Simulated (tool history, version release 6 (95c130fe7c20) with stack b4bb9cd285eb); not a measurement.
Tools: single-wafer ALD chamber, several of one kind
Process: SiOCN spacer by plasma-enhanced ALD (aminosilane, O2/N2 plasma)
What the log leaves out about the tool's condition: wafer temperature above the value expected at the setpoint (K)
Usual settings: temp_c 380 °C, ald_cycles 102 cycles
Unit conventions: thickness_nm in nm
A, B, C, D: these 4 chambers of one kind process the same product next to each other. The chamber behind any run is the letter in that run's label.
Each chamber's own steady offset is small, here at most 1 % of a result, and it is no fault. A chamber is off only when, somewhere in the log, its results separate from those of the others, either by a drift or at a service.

run   hour  temp_c  ald_cycles  hours since the last thermocouple change  read-back reference wafer on the same gauge, thickness_nm  thickness_nm
 1B    9.3     380         102                                    1795.4                                                     6.3951        6.1888
 2A   22.5     380         102                                    1222.6                                                     6.3977        6.1281
 3D   30.5     380         102                                     287.6                                                     6.3969        6.1180
 4C   40.3     380         102                                    1538.0                                                     6.3967        6.1048
 5B   52.3     380         102                                    1838.4                                                     6.3958        6.1892
 6D   60.9     387         116                                     318.0                                                     6.3954        6.9505
 7C   72.1     387         116                                    1569.8                                                     6.3934        6.9403
 8A   80.6     387         116                                    1280.7                                                     6.3934        6.9833
 9B   93.2     387         116                                    1879.3                                                     6.3922        7.0294
10C  104.5     380         102                                    1602.2                                                     6.3901        6.1051
11D  115.9     380         102                                     373.0                                                     6.3866        6.1127
12A  126.4     380         102                                    1326.5                                                     6.3864        6.1586
     135.9  -- chamber B: thermocouple changed; heater temperature recalibrated
13D  140.3     380         102                                     397.4                                                     6.3850        6.1032
14A  147.3     380         102                                    1347.4                                                     6.3843        6.1266
15B  156.5     380         102                                      20.6                                                     6.3823        6.1738
16C  164.1     380         102                                    1661.8                                                     6.3839        6.0839
17B  176.3     380         102                                      40.4                                                     6.3824        6.1694
     185.9  -- chamber C: thermocouple changed; heater temperature recalibrated
18D  190.6     380         102                                     447.7                                                     6.3797        6.0884
19C  199.5     380         102                                      13.7                                                     6.3788        6.1037
20A  206.8     380         102                                    1406.9                                                     6.3787        6.1309
21D  215.8     380         102                                     472.9                                                     6.3773        6.0792
22C  222.8     380         102                                      37.0                                                     6.3783        6.0657
23B  235.3     391         102                                      99.4                                                     6.3745        6.1763
24A  246.8     391         102                                    1446.9                                                     6.3734        6.1198
25A  255.4     391         102                                    1455.5                                                     6.3749        6.1175
26C  268.3     391         102                                      82.5                                                     6.3737        6.0851
27B  279.1     380         102                                     143.2                                                     6.3683        6.1775
28D  287.1     380         102                                     544.2                                                     6.3716        6.0895
29A  301.1     380         102                                    1501.2                                                     6.3693        6.1085
30D  308.9     380         102                                     566.0                                                     6.3672        6.0885
31B  318.0     380         102                                     182.1                                                     6.3673        6.1755
32C  332.7     380         102                                     146.9                                                     6.3672        6.0674
33C  344.4     380         102                                     158.6                                                     6.3613        6.0572
34B  356.2     380         102                                     220.3                                                     6.3624        6.1657
35A  368.3     380         102                                    1568.4                                                     6.3590        6.1062
36D  375.9     380         102                                     633.0                                                     6.3597        6.0737
37C  384.6     380         102                                     198.8                                                     6.3613        6.0590

Is one chamber out of step, is the gauge drifting, or do the chambers differ by no more than their own small offsets? For an off chamber, give its letter and the likeliest cause.

The gauge drifts, so all chambers seem to drift together. No chamber is off.
Cause: gauge reads low (%) = 0.642.
